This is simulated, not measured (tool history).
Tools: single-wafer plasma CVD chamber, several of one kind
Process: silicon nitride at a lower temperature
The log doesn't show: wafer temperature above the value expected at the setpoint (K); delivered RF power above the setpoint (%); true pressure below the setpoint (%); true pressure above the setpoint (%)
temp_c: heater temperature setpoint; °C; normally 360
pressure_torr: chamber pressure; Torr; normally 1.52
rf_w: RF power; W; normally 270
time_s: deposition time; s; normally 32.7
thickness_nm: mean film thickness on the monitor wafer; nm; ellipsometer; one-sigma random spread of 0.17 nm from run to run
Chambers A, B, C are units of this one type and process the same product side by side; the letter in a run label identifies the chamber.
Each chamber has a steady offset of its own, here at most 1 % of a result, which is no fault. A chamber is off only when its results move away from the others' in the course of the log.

| run | hour | temp_c | pressure_torr | rf_w | time_s | hours since the last thermocouple change | hours since the last RF generator calibration | hours since the last manometer calibration | read-back reference wafer on the same gauge, thickness_nm | thickness_nm |
|---|---|---|---|---|---|---|---|---|---|---|
| 1B | 7.4 | 360 | 1.52 | 270 | 32.7 | 794.7 | 1140.9 | 282.4 | 35.655 | 35.293 |
| 2A | 14.7 | 360 | 1.52 | 270 | 32.7 | 1168.7 | 2012.6 | 33.9 | 35.743 | 35.279 |
| 3C | 24.3 | 360 | 1.52 | 270 | 32.7 | 1765.4 | 1716.7 | 106.2 | 35.661 | 35.399 |
| 4B | 33.5 | 360 | 1.52 | 270 | 32.7 | 820.8 | 1167 | 308.5 | 35.666 | 35.18 |
| 5A | 43 | 360 | 1.52 | 225 | 32.7 | 1197 | 2040.9 | 62.2 | 35.689 | 31.231 |
| 6C | 50.1 | 360 | 1.52 | 225 | 32.7 | 1791.2 | 1742.5 | 132 | 35.714 | 30.641 |
| 7C | 61.6 | 360 | 1.52 | 225 | 32.7 | 1802.7 | 1754 | 143.5 | 35.679 | 30.851 |
| 8B | 71.2 | 360 | 1.52 | 270 | 32.7 | 858.5 | 1204.7 | 346.2 | 35.707 | 35.323 |
| 9A | 77.6 | 360 | 1.52 | 270 | 32.7 | 1231.6 | 2075.5 | 96.8 | 35.703 | 35.257 |
| 10A | 89.9 | 360 | 1.52 | 270 | 32.7 | 1243.9 | 2087.8 | 109.1 | 35.683 | 35.43 |
| 11B | 100.2 | 360 | 1.52 | 270 | 32.7 | 887.5 | 1233.7 | 375.2 | 35.73 | 35.165 |
| 12C | 110.5 | 369 | 1.52 | 220 | 32.7 | 1851.6 | 1802.9 | 192.4 | 35.676 | 30.262 |
| 13A | 119.2 | 369 | 1.52 | 220 | 32.7 | 1273.2 | 2117.1 | 138.4 | 35.68 | 30.149 |
| 14B | 129.6 | 369 | 1.52 | 220 | 32.7 | 916.9 | 1263.1 | 404.6 | 35.705 | 30.23 |
| 15C | 138.1 | 360 | 1.52 | 270 | 32.7 | 1879.2 | 1830.5 | 220 | 35.699 | 35.243 |
| 16C | 149.4 | 360 | 1.52 | 270 | 32.7 | 1890.5 | 1841.8 | 231.3 | 35.681 | 35.209 |
| 17B | 158.1 | 360 | 1.52 | 270 | 32.7 | 945.4 | 1291.6 | 433.1 | 35.696 | 35.422 |
| 18A | 169 | 360 | 1.52 | 270 | 32.7 | 1323 | 2166.9 | 188.2 | 35.679 | 35.345 |
| 19C | 175.5 | 360 | 1.52 | 270 | 32.7 | 1916.6 | 1867.9 | 257.4 | 35.701 | 34.92 |
| 20B | 187.7 | 360 | 1.52 | 270 | 32.7 | 975 | 1321.2 | 462.7 | 35.654 | 35.338 |
| 21A | 200 | 360 | 1.52 | 270 | 32.7 | 1354 | 2197.9 | 219.2 | 35.688 | 35.223 |
| 22B | 210.9 | 360 | 1.52 | 270 | 32.7 | 998.2 | 1344.4 | 485.9 | 35.76 | 35.463 |
| 23A | 217 | 360 | 1.52 | 270 | 32.7 | 1371 | 2214.9 | 236.2 | 35.74 | 35.4 |
| 24C | 224.3 | 360 | 1.52 | 270 | 32.7 | 1965.4 | 1916.7 | 306.2 | 35.692 | 35.204 |
| 25C | 233.2 | 360 | 1.52 | 270 | 32.7 | 1974.3 | 1925.6 | 315.1 | 35.729 | 35.289 |
| 26B | 243.2 | 360 | 1.52 | 270 | 32.7 | 1030.5 | 1376.7 | 518.2 | 35.691 | 35.181 |
| 27A | 250.6 | 360 | 1.52 | 270 | 32.7 | 1404.6 | 2248.5 | 269.8 | 35.687 | 35.295 |
| 28B | 257.6 | 360 | 1.52 | 270 | 32.7 | 1044.9 | 1391.1 | 532.6 | 35.706 | 35.225 |
| 29C | 264.6 | 360 | 1.52 | 270 | 32.7 | 2005.7 | 1957 | 346.5 | 35.714 | 35.568 |
| 30A | 275.1 | 360 | 1.52 | 270 | 32.7 | 1429.1 | 2273 | 294.3 | 35.679 | 35.182 |
| 31B | 287.2 | 360 | 1.52 | 270 | 32.7 | 1074.5 | 1420.7 | 562.2 | 35.68 | 35.216 |
| 32C | 296.9 | 360 | 1.52 | 270 | 32.7 | 2038 | 1989.3 | 378.8 | 35.691 | 35.396 |

Next, all 3 chambers run the settings below, one line each with question marks for the results. What does each chamber give?
| 33A | 306.1 | 353 | 1.52 | 270 | 32.7 |  |  |  |  | ? |
| 33B | 306.1 | 353 | 1.52 | 270 | 32.7 |  |  |  |  | ? |
| 33C | 306.1 | 353 | 1.52 | 270 | 32.7 |  |  |  |  | ? |

| run | thickness_nm |
|---|---|
| 33A | 35.225 |
| 33B | 35.551 |
| 33C | 35.345 |
